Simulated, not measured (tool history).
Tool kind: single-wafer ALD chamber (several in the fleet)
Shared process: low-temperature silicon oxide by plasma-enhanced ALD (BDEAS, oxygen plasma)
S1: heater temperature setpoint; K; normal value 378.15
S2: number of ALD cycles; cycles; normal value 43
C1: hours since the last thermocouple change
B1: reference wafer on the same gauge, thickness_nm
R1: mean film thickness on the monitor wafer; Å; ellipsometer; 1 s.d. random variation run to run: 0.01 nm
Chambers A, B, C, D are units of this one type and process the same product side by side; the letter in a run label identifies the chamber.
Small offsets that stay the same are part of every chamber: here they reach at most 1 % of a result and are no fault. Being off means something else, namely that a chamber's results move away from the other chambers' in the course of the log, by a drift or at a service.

run,hour,S1,S2,C1,B1,R1
1C,8.6,378.15,43,2330.4,6.6114,61.335
2A,16,378.15,43,2118,6.6132,60.496
3D,29.7,378.15,43,1278.1,6.6146,61.231
4B,43,378.15,43,591.2,6.6142,61.576
5A,53.6,378.15,43,2155.6,6.6153,60.651
6D,64.4,378.15,43,1312.8,6.6177,60.975
7C,73,378.15,43,2394.8,6.617,61.382
8B,84.1,391.15,38,632.3,6.6181,52.976
9D,90.2,391.15,38,1338.6,6.6194,52.753
10C,99.3,391.15,38,2421.1,6.6219,52.962
11A,106.4,391.15,38,2208.4,6.6235,52.33
12B,116.1,378.15,43,664.3,6.6246,61.531
13B,129.9,378.15,43,678.1,6.6283,61.438
14A,140.3,378.15,43,2242.3,6.6242,60.783
15D,149.7,378.15,43,1398.1,6.627,61.146
16C,158.3,378.15,43,2480.1,6.6293,61.465
17C,170.4,378.15,43,2492.2,6.6321,61.29
18A,179.7,378.15,43,2281.7,6.629,60.63
19D,193.1,378.15,43,1441.5,6.6333,61.148
20B,200.2,378.15,43,748.4,6.6317,61.743
21B,210.9,378.15,43,759.1,6.6356,61.521
22D,217.8,378.15,43,1466.2,6.6365,61.204
23C,229.1,378.15,43,2550.9,6.6369,61.558
24A,242.3,378.15,43,2344.3,6.6394,60.569
25C,248.5,378.15,43,2570.3,6.6397,61.645
26B,258.6,378.15,43,806.8,6.6411,61.582
27D,265.2,387.15,35,1513.6,6.6403,48.917
28A,278,387.15,35,2380,6.6403,48.699
29D,290.6,387.15,35,1539,6.6462,48.999
30C,297.7,387.15,35,2619.5,6.6438,49.362
31B,309.8,378.15,43,858,6.6484,61.598
32A,317.3,378.15,43,2419.3,6.6484,60.697
33C,324.6,378.15,43,2646.4,6.6493,61.929
34D,331.1,378.15,43,1579.5,6.6504,61.278
35B,340.8,387.15,43,889,6.6493,60.869
36A,349.7,387.15,43,2451.7,6.6508,59.734
37A,361.6,387.15,43,2463.6,6.6524,59.899
38C,370.2,387.15,43,2692,6.654,60.545

Is one chamber out of step, is the gauge drifting, or do the chambers differ by no more than their own small offsets? For an off chamber, give its letter and the likeliest cause.

No chamber is off; the gauge reading every chamber's wafers drifts, which makes the whole fleet appear to move together.
What lies behind it: gauge reads high (%) = 0.676.
